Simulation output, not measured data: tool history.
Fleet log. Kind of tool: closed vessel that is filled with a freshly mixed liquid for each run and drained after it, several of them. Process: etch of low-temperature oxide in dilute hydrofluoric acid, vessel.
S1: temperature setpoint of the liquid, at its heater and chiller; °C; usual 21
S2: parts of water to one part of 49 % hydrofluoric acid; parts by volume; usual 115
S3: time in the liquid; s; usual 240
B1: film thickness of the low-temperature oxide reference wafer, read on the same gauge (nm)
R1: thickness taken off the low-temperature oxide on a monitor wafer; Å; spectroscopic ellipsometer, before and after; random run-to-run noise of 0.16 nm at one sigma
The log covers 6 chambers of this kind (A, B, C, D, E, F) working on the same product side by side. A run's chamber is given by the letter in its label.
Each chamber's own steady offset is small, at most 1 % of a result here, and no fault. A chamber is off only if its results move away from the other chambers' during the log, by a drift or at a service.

| run | day | S1 | S2 | S3 | B1 | R1 |
|---|---|---|---|---|---|---|
| 1D | 0.229 | 21 | 115 | 240 | 110.01 | 296.87 |
| 2B | 0.467 | 21 | 115 | 240 | 110.03 | 291.86 |
| 3C | 0.621 | 21 | 115 | 240 | 110.02 | 296.18 |
| 4F | 0.783 | 21 | 115 | 240 | 109.98 | 291.31 |
| 5A | 0.971 | 21 | 115 | 240 | 110.03 | 296.58 |
| 6E | 1.104 | 21 | 115 | 240 | 110.04 | 293.59 |
|  | 1.300 | chamber D: hydrofluoric acid flow meter replaced |
| 7D | 1.308 | 21 | 115 | 240 | 110.01 | 296.17 |
| 8A | 1.533 | 21 | 115 | 240 | 110.00 | 295.29 |
| 9B | 1.746 | 21 | 115 | 240 | 110.01 | 293.95 |
| 10F | 2.025 | 21 | 115 | 240 | 110.00 | 295.60 |
| 11C | 2.242 | 21 | 115 | 240 | 110.01 | 293.96 |
| 12E | 2.379 | 21 | 115 | 240 | 110.02 | 290.28 |
| 13D | 2.517 | 21 | 115 | 240 | 110.02 | 294.23 |
| 14F | 2.725 | 21 | 115 | 240 | 109.99 | 290.42 |
| 15E | 2.971 | 21 | 115 | 240 | 110.00 | 288.80 |
| 16B | 3.112 | 21 | 115 | 240 | 110.02 | 292.53 |
| 17A | 3.333 | 21 | 115 | 240 | 109.99 | 294.78 |
| 18C | 3.496 | 21 | 115 | 240 | 109.99 | 293.30 |
| 19F | 3.721 | 21 | 115 | 240 | 109.99 | 293.10 |
| 20E | 3.900 | 21 | 65 | 180 | 110.01 | 416.08 |
| 21B | 4.171 | 21 | 65 | 180 | 110.00 | 419.39 |
| 22A | 4.321 | 21 | 65 | 180 | 109.97 | 416.94 |
| 23C | 4.546 | 21 | 65 | 180 | 109.98 | 409.55 |
| 24D | 4.783 | 21 | 65 | 180 | 109.98 | 409.88 |
| 25A | 4.946 | 21 | 65 | 180 | 109.99 | 415.01 |
| 26C | 5.104 | 21 | 115 | 240 | 109.99 | 291.03 |
| 27D | 5.371 | 21 | 115 | 240 | 110.00 | 292.99 |
| 28E | 5.562 | 21 | 115 | 240 | 109.98 | 290.17 |
| 29F | 5.796 | 21 | 115 | 240 | 109.98 | 291.24 |
| 30B | 5.946 | 21 | 115 | 240 | 110.02 | 301.82 |
| 31E | 6.183 | 21 | 115 | 240 | 110.00 | 291.86 |
| 32A | 6.404 | 21 | 115 | 240 | 110.03 | 294.94 |
| 33C | 6.683 | 21 | 115 | 240 | 110.02 | 292.17 |
| 34D | 6.938 | 21 | 115 | 240 | 110.00 | 294.14 |
| 35F | 7.146 | 21 | 115 | 240 | 109.99 | 294.13 |
| 36B | 7.300 | 21 | 115 | 300 | 109.99 | 381.96 |
| 37E | 7.517 | 21 | 115 | 300 | 109.98 | 364.68 |
| 38F | 7.650 | 21 | 115 | 300 | 109.99 | 369.16 |

Is one chamber off against the others, does the gauge drift, or is nothing wrong? If a chamber is off, say which, and what the likeliest cause is.

Little by little, chamber B moves away from the other chambers.
Likeliest cause: hydrofluoric acid flow above the setpoint (%) = 4.52.
Not necessarily distinguishable in this log from: liquid hotter than its thermometer reads (K).

Here are 4 candidates for chamber B's next run, each the usual settings with a change, their results left as question marks. Which one brings its results back in line with what the others give on the usual settings?
To be in line, a result may differ from the other chambers' mean on the usual settings by at most: R1 5.60 Å
| 39B-1 | 7.858 | 21.5 | 115 | 240 |  | ? |
| 39B-2 | 7.858 | 20.0 | 115 | 240 |  | ? |
| 39B-3 | 7.858 | 21.0 | 115 | 250 |  | ? |
| 39B-4 | 7.858 | 20.5 | 115 | 240 |  | ? |

Usual-settings mean across the other chambers: R1 293.91 Å
| run | R1 |
|---|---|
| 39B-1 | 313.28 |
| 39B-2 | 295.04 |
| 39B-3 | 319.94 |
| 39B-4 | 300.98 |
The answer is 39B-2, which returns the chamber to within the allowed miss of the others.

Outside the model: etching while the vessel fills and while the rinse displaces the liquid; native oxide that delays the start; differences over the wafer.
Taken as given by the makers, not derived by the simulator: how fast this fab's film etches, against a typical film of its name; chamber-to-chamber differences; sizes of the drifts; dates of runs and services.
